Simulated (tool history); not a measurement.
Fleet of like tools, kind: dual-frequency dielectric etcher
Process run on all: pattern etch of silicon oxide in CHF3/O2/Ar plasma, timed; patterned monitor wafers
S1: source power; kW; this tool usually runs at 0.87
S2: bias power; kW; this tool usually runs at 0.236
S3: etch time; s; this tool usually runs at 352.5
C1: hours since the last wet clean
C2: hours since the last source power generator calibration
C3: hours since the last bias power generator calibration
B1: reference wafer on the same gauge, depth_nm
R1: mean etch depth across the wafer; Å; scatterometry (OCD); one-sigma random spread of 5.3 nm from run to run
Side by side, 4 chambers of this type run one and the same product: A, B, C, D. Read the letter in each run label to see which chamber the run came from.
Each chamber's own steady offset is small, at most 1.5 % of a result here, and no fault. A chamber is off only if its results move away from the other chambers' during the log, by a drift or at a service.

{"run": "1C", "day": 0.304, "S1": 0.87, "S2": 0.236, "S3": 352.5, "C1": 635.1, "C2": 1527.2, "C3": 1971.6, "B1": 939.63, "R1": 8736.7}
{"run": "2D", "day": 0.5, "S1": 0.87, "S2": 0.236, "S3": 352.5, "C1": 429, "C2": 1968.8, "C3": 1118.7, "B1": 940.88, "R1": 8712.1}
{"day": 0.621, "done": "chamber C: wet clean of the chamber"}
{"run": "3B", "day": 0.688, "S1": 0.87, "S2": 0.236, "S3": 352.5, "C1": 399.2, "C2": 2513.1, "C3": 2568.2, "B1": 940.03, "R1": 8750.8}
{"run": "4A", "day": 1.004, "S1": 0.87, "S2": 0.236, "S3": 352.5, "C1": 552.8, "C2": 1304.4, "C3": 1362.7, "B1": 941.07, "R1": 8830}
{"run": "5B", "day": 1.171, "S1": 0.87, "S2": 0.236, "S3": 352.5, "C1": 410.8, "C2": 2524.7, "C3": 2579.8, "B1": 939.48, "R1": 8884}
{"run": "6A", "day": 1.488, "S1": 0.87, "S2": 0.236, "S3": 352.5, "C1": 564.4, "C2": 1316, "C3": 1374.3, "B1": 940.35, "R1": 8789.3}
{"run": "7C", "day": 1.792, "S1": 0.87, "S2": 0.236, "S3": 352.5, "C1": 28.1, "C2": 1562.9, "C3": 2007.3, "B1": 940.48, "R1": 8746.7}
{"run": "8D", "day": 1.979, "S1": 0.87, "S2": 0.236, "S3": 352.5, "C1": 464.5, "C2": 2004.3, "C3": 1154.2, "B1": 938.96, "R1": 8676.1}
{"run": "9D", "day": 2.175, "S1": 0.87, "S2": 0.236, "S3": 352.5, "C1": 469.2, "C2": 2009, "C3": 1158.9, "B1": 940.44, "R1": 8762.2}
{"run": "10C", "day": 2.325, "S1": 1.08, "S2": 0.265, "S3": 352.5, "C1": 40.9, "C2": 1575.7, "C3": 2020.1, "B1": 939.71, "R1": 9902.9}
{"run": "11B", "day": 2.571, "S1": 1.08, "S2": 0.265, "S3": 352.5, "C1": 444.4, "C2": 2558.3, "C3": 2613.4, "B1": 939.95, "R1": 9986.7}
{"day": 2.792, "done": "chamber A: wet clean of the chamber"}
{"run": "12A", "day": 2.808, "S1": 1.08, "S2": 0.265, "S3": 352.5, "C1": 0.5, "C2": 1347.7, "C3": 1406, "B1": 940.4, "R1": 9582.8}
{"run": "13B", "day": 3.112, "S1": 1.08, "S2": 0.265, "S3": 352.5, "C1": 457.4, "C2": 2571.3, "C3": 2626.4, "B1": 939.93, "R1": 10042}
{"run": "14C", "day": 3.421, "S1": 0.87, "S2": 0.236, "S3": 352.5, "C1": 67.2, "C2": 1602, "C3": 2046.4, "B1": 940.86, "R1": 8746.7}
{"run": "15D", "day": 3.579, "S1": 0.87, "S2": 0.236, "S3": 352.5, "C1": 502.9, "C2": 2042.7, "C3": 1192.6, "B1": 938.78, "R1": 8814.5}
{"day": 3.779, "done": "chamber B: wet clean of the chamber"}
{"run": "16A", "day": 3.779, "S1": 0.87, "S2": 0.236, "S3": 352.5, "C1": 23.8, "C2": 1371, "C3": 1429.3, "B1": 938.23, "R1": 8530.3}
{"run": "17B", "day": 3.988, "S1": 0.87, "S2": 0.236, "S3": 352.5, "C1": 5.1, "C2": 2592.3, "C3": 2647.4, "B1": 938.22, "R1": 8829.3}
{"run": "18C", "day": 4.146, "S1": 0.87, "S2": 0.236, "S3": 352.5, "C1": 84.6, "C2": 1619.4, "C3": 2063.8, "B1": 939.05, "R1": 8737.6}
{"day": 4.238, "done": "chamber D: wet clean of the chamber"}
{"run": "19D", "day": 4.408, "S1": 0.87, "S2": 0.236, "S3": 352.5, "C1": 4.2, "C2": 2062.6, "C3": 1212.5, "B1": 941.78, "R1": 8769}
{"run": "20A", "day": 4.592, "S1": 0.87, "S2": 0.236, "S3": 421.5, "C1": 43.3, "C2": 1390.5, "C3": 1448.8, "B1": 938.31, "R1": 10189}
{"run": "21A", "day": 4.783, "S1": 0.87, "S2": 0.236, "S3": 421.5, "C1": 47.9, "C2": 1395.1, "C3": 1453.4, "B1": 940.79, "R1": 10122}
{"run": "22C", "day": 5.054, "S1": 0.87, "S2": 0.236, "S3": 421.5, "C1": 106.4, "C2": 1641.2, "C3": 2085.6, "B1": 938.81, "R1": 10360}
{"run": "23D", "day": 5.221, "S1": 0.87, "S2": 0.236, "S3": 421.5, "C1": 23.7, "C2": 2082.1, "C3": 1232, "B1": 940.83, "R1": 10329}
{"run": "24B", "day": 5.388, "S1": 0.87, "S2": 0.236, "S3": 352.5, "C1": 38.7, "C2": 2625.9, "C3": 2681, "B1": 940.2, "R1": 8787.4}
{"run": "25B", "day": 5.667, "S1": 0.87, "S2": 0.236, "S3": 352.5, "C1": 45.4, "C2": 2632.6, "C3": 2687.7, "B1": 939.78, "R1": 8838.9}
{"run": "26D", "day": 5.992, "S1": 0.87, "S2": 0.236, "S3": 352.5, "C1": 42.2, "C2": 2100.6, "C3": 1250.5, "B1": 942.04, "R1": 8767.1}
{"run": "27C", "day": 6.262, "S1": 0.87, "S2": 0.236, "S3": 352.5, "C1": 135.4, "C2": 1670.2, "C3": 2114.6, "B1": 940.43, "R1": 8695}
{"run": "28A", "day": 6.475, "S1": 0.87, "S2": 0.189, "S3": 352.5, "C1": 88.5, "C2": 1435.7, "C3": 1494, "B1": 940.26, "R1": 7906}
{"run": "29C", "day": 6.642, "S1": 0.87, "S2": 0.189, "S3": 352.5, "C1": 144.5, "C2": 1679.3, "C3": 2123.7, "B1": 940.65, "R1": 7996.2}
{"run": "30A", "day": 6.8, "S1": 0.87, "S2": 0.189, "S3": 352.5, "C1": 96.3, "C2": 1443.5, "C3": 1501.8, "B1": 941.01, "R1": 7864.7}
{"run": "31B", "day": 7.121, "S1": 0.87, "S2": 0.189, "S3": 352.5, "C1": 80.3, "C2": 2667.5, "C3": 2722.6, "B1": 939.95, "R1": 8283.9}

The same settings go to every chamber for the next run, one line per chamber below. Forecast the results for each:
{"run": "32A", "day": 7.35, "S1": 0.67, "S2": 0.236, "S3": 352.5, "R1": "?"}
{"run": "32B", "day": 7.35, "S1": 0.67, "S2": 0.236, "S3": 352.5, "R1": "?"}
{"run": "32C", "day": 7.35, "S1": 0.67, "S2": 0.236, "S3": 352.5, "R1": "?"}
{"run": "32D", "day": 7.35, "S1": 0.67, "S2": 0.236, "S3": 352.5, "R1": "?"}

run=32A R1=7753.2
run=32B R1=7996.6
run=32C R1=7955.6
run=32D R1=7974.5
